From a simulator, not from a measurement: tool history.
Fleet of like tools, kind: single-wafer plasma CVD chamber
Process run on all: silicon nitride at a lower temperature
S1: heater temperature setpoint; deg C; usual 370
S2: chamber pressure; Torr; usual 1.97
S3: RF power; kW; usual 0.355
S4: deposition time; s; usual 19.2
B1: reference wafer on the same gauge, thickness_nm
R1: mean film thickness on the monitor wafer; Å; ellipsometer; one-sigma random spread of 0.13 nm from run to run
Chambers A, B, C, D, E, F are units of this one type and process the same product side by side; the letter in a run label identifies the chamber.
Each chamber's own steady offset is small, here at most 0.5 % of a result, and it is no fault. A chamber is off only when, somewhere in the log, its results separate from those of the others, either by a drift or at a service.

Run 1B, day 0.121: usual settings; B1 26.231. Result: R1 263.45 Å.
Run 2C, day 0.279: usual settings; B1 26.177. Result: R1 264.01 Å.
Run 3D, day 0.458: usual settings; B1 26.189. Result: R1 265.53 Å.
Run 4E, day 0.612: usual settings; B1 26.167. Result: R1 264.44 Å.
Run 5F, day 0.750: usual settings; B1 26.180. Result: R1 263.74 Å.
Run 6A, day 0.917: usual settings; B1 26.200. Result: R1 265.35 Å.
Run 7F, day 1.088: usual settings; B1 26.200. Result: R1 263.40 Å.
Run 8D, day 1.258: usual settings; B1 26.193. Result: R1 264.72 Å.
Run 9A, day 1.379: usual settings; B1 26.204. Result: R1 263.50 Å.
Run 10E, day 1.512: usual settings; B1 26.194. Result: R1 265.11 Å.
Run 11B, day 1.604: usual settings; B1 26.201. Result: R1 262.49 Å.
Run 12C, day 1.725: usual settings; B1 26.188. Result: R1 263.24 Å.
Run 13A, day 1.892: usual settings; B1 26.185. Result: R1 265.55 Å.
Run 14E, day 1.975: usual settings but S2 1.64 Torr, S4 22.7 s; B1 26.219. Result: R1 299.52 Å.
Run 15D, day 2.121: usual settings but S2 1.64 Torr, S4 22.7 s; B1 26.226. Result: R1 297.24 Å.
Run 16C, day 2.238: usual settings but S2 1.64 Torr, S4 22.7 s; B1 26.206. Result: R1 298.24 Å.
Run 17F, day 2.375: usual settings but S2 1.64 Torr, S4 22.7 s; B1 26.207. Result: R1 295.00 Å.
Run 18B, day 2.554: usual settings but S2 1.64 Torr, S4 22.7 s; B1 26.203. Result: R1 295.50 Å.
Run 19D, day 2.679: usual settings but S2 1.64 Torr, S4 22.7 s; B1 26.205. Result: R1 297.32 Å.
Run 20F, day 2.817: usual settings; B1 26.217. Result: R1 263.49 Å.
Run 21E, day 2.988: usual settings; B1 26.168. Result: R1 267.28 Å.
Run 22C, day 3.121: usual settings; B1 26.216. Result: R1 266.21 Å.
Run 23B, day 3.221: usual settings; B1 26.211. Result: R1 265.43 Å.
Run 24A, day 3.392: usual settings; B1 26.197. Result: R1 262.23 Å.
Run 25D, day 3.525: usual settings; B1 26.188. Result: R1 264.95 Å.
Run 26C, day 3.688: usual settings; B1 26.198. Result: R1 265.63 Å.
Run 27E, day 3.804: usual settings; B1 26.203. Result: R1 264.78 Å.
Run 28F, day 3.912: usual settings; B1 26.204. Result: R1 263.18 Å.
Run 29B, day 4.004: usual settings; B1 26.195. Result: R1 263.60 Å.
Run 30A, day 4.142: usual settings; B1 26.175. Result: R1 265.27 Å.
Run 31C, day 4.250: usual settings; B1 26.178. Result: R1 263.58 Å.
Run 32B, day 4.396: usual settings; B1 26.217. Result: R1 264.22 Å.
Run 33A, day 4.483: usual settings; B1 26.177. Result: R1 264.03 Å.
Run 34F, day 4.658: usual settings; B1 26.190. Result: R1 262.30 Å.
Run 35E, day 4.779: usual settings; B1 26.189. Result: R1 265.42 Å.
Run 36D, day 4.917: usual settings; B1 26.203. Result: R1 262.86 Å.
Run 37A, day 5.008: usual settings; B1 26.196. Result: R1 263.05 Å.
Run 38B, day 5.142: usual settings; B1 26.217. Result: R1 264.11 Å.
Run 39F, day 5.238: usual settings; B1 26.179. Result: R1 263.40 Å.
Run 40D, day 5.358: usual settings; B1 26.200. Result: R1 265.86 Å.
Run 41C, day 5.521: usual settings; B1 26.179. Result: R1 263.53 Å.
Run 42E, day 5.621: usual settings but S2 1.63 Torr, S3 0.335 kW; B1 26.223. Result: R1 242.81 Å.
Run 43A, day 5.788: usual settings but S2 1.63 Torr, S3 0.335 kW; B1 26.199. Result: R1 240.74 Å.
Run 44F, day 5.888: usual settings but S2 1.63 Torr, S3 0.335 kW; B1 26.205. Result: R1 241.81 Å.

All 6 chambers run these settings next. Forecast each chamber's results:
Run 45A, day 6.017: usual settings. Result: R1 ?.
Run 45B, day 6.017: usual settings. Result: R1 ?.
Run 45C, day 6.017: usual settings. Result: R1 ?.
Run 45D, day 6.017: usual settings. Result: R1 ?.
Run 45E, day 6.017: usual settings. Result: R1 ?.
Run 45F, day 6.017: usual settings. Result: R1 ?.

run      R1
45A  266.44
45B  264.59
45C  265.94
45D  265.58
45E  267.05
45F  262.78
